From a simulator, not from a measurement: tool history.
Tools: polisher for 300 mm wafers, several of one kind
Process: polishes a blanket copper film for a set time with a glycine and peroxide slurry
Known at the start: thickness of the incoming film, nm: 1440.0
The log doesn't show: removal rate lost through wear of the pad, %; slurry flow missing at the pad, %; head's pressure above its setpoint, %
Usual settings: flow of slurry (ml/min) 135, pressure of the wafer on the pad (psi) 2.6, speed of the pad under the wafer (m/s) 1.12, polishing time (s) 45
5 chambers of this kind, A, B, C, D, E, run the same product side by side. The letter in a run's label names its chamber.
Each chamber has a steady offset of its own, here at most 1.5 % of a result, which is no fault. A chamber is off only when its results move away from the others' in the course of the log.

run   hour  flow of slurry (ml/min)  pressure of the wafer on the pad (psi)  speed of the pad under the wafer (m/s)  polishing time (s)  wafers polished on this pad  hours since the slurry nozzle was cleaned  hours since the head pressure was calibrated  film removed (nm)
       2.8  -- chamber D: slurry nozzle cleaned
       5.3  -- chamber D: worn pad replaced by a new one
 1E   13.5                      135                                     2.6                                    1.12                  45                          882                                        181                                          22.5             269.51
 2A   25.1                      135                                     2.6                                    1.12                  45                         1100                                      420.1                                         580.8             270.45
        33  -- chamber A: worn pad replaced by a new one
 3B   34.7                      135                                     2.6                                    1.12                  45                          927                                       57.5                                         450.7             259.69
 4D   43.8                      135                                     2.6                                    1.12                  45                          629                                       41.1                                         372.2              264.6
      45.3  -- chamber E: worn pad replaced by a new one
      52.4  -- chamber B: worn pad replaced by a new one
 5C     55                      135                                     2.6                                    1.12                  45                         1255                                      168.2                                          68.4             260.24
 6A   63.2                      135                                     2.6                                    1.12                  45                          493                                      458.2                                         618.9             263.07
      65.6  -- chamber C: worn pad replaced by a new one
 7D   78.6                      135                                     2.6                                    1.12                  45                         1196                                       75.9                                           407             261.61
 8B   86.4                      135                                     2.6                                    1.12                  45                          555                                      109.2                                         502.4             265.17
      90.5  -- chamber D: head pressure recalibrated
      96.9  -- chamber D: worn pad replaced by a new one
 9E   98.2                      135                                     2.6                                    1.12                  45                          862                                      265.7                                         107.2             262.87
10C  106.3                      135                                     2.6                                    1.12                  45                          665                                      219.5                                         119.7             262.08
     118.3  -- chamber A: worn pad replaced by a new one
     118.5  -- chamber E: worn pad replaced by a new one
11C  120.7                      135                                     2.6                                    1.12                  45                          899                                      233.9                                         134.1             258.97
     127.6  -- chamber B: worn pad replaced by a new one
12A  129.8                      135                                     2.6                                    1.12                  45                          187                                      524.8                                         685.5              258.8
13D  142.9                      135                                     2.6                                    1.12                  45                          750                                      140.2                                          52.4             261.89
14B  155.4                      135                                     2.6                                    1.12                  45                          454                                      178.2                                         571.4             267.81
       156  -- chamber C: worn pad replaced by a new one
15E  169.5                      135                                     2.6                                    1.12                  45                          832                                        337                                         178.5             265.29
     175.4  -- chamber D: worn pad replaced by a new one
16A  184.5                      135                                     2.6                                    1.12                  45                         1079                                      579.5                                         740.2             257.42
     193.7  -- chamber A: worn pad replaced by a new one
       197  -- chamber E: worn pad replaced by a new one
17B  197.6                      135                                     2.6                                    1.12                  45                         1142                                      220.4                                         613.6             268.74
18E  212.5                      135                                     2.6                                    1.12                  45                          253                                        380                                         221.5             258.04
     217.9  -- chamber B: worn pad replaced by a new one
19C  220.3                      135                                     2.6                                    1.12                  45                         1048                                      333.5                                         233.7             262.32
     228.5  -- chamber C: worn pad replaced by a new one
20D  229.1                      135                                     2.6                                    1.12                  45                          876                                      226.4                                         138.6             261.26
21D  241.4                      135                                     2.6                                     0.8                  45                         1076                                      238.7                                         150.9             199.94
22B  253.3                      135                                     2.6                                     0.8                  45                          578                                      276.1                                         669.3             205.08
23C  260.3                      135                                     2.6                                     0.8                  45                          520                                      373.5                                         273.7             197.23
     266.2  -- chamber D: worn pad replaced by a new one
     267.4  -- chamber E: slurry nozzle cleaned
24E  271.8                      135                                     2.6                                     0.8                  45                         1219                                        4.5                                         280.8             200.12
     275.6  -- chamber E: worn pad replaced by a new one
     280.5  -- chamber A: worn pad replaced by a new one
25A  285.6                      135                                     2.6                                     0.8                  45                           84                                      680.6                                         841.3             197.25
26D  296.5                      135                                       2                                    1.12                  45                          495                                      293.8                                           206             208.54
     306.7  -- chamber B: worn pad replaced by a new one
27C  307.3                      135                                       2                                    1.12                  45                         1286                                      420.5                                         320.7             208.92
     309.2  -- chamber C: slurry nozzle cleaned
     310.2  -- chamber C: worn pad replaced by a new one
28E  315.8                      135                                       2                                    1.12                  45                          656                                       48.5                                         324.8             211.71
29A  328.3                      135                                       2                                    1.12                  45                          780                                      723.3                                           884             212.97
30B  341.5                      135                                       2                                    1.12                  45                          568                                      364.3                                         757.5             218.12
     347.4  -- chamber D: worn pad replaced by a new one
31C  350.5                      135                                     2.6                                    1.12                  45                          657                                       41.3                                         363.9             261.43
32D  357.9                      135                                     2.6                                    1.12                  45                          171                                      355.2                                         267.4             261.29
     363.3  -- chamber A: worn pad replaced by a new one
33A  369.3                      135                                     2.6                                    1.12                  45                           98                                      764.3                                           925             262.62
     369.8  -- chamber E: worn pad replaced by a new one
34B  378.8                      135                                     2.6                                    1.12                  45                         1177                                      401.6                                         794.8             256.57
35E  387.7                      135                                     2.6                                    1.12                  45                          292                                      120.4                                         396.7             259.74
     392.8  -- chamber B: worn pad replaced by a new one
36D  398.4                      135                                     2.6                                    1.12                  45                          832                                      395.7                                         307.9             263.23
     399.1  -- chamber A: slurry nozzle cleaned
37A  410.6                      135                                     2.6                                     1.4                  37                          771                                       11.5                                         966.3             264.46
38B  417.6                      135                                     2.6                                     1.4                  37                          404                                      440.4                                         833.6             262.34

What goes on in this fleet: one chamber off, a drifting gauge, or nothing beyond the chambers' own small offsets? Name the chamber and the cause, if any.

No chamber stands off beyond its own small offset, and the gauge holds steady.
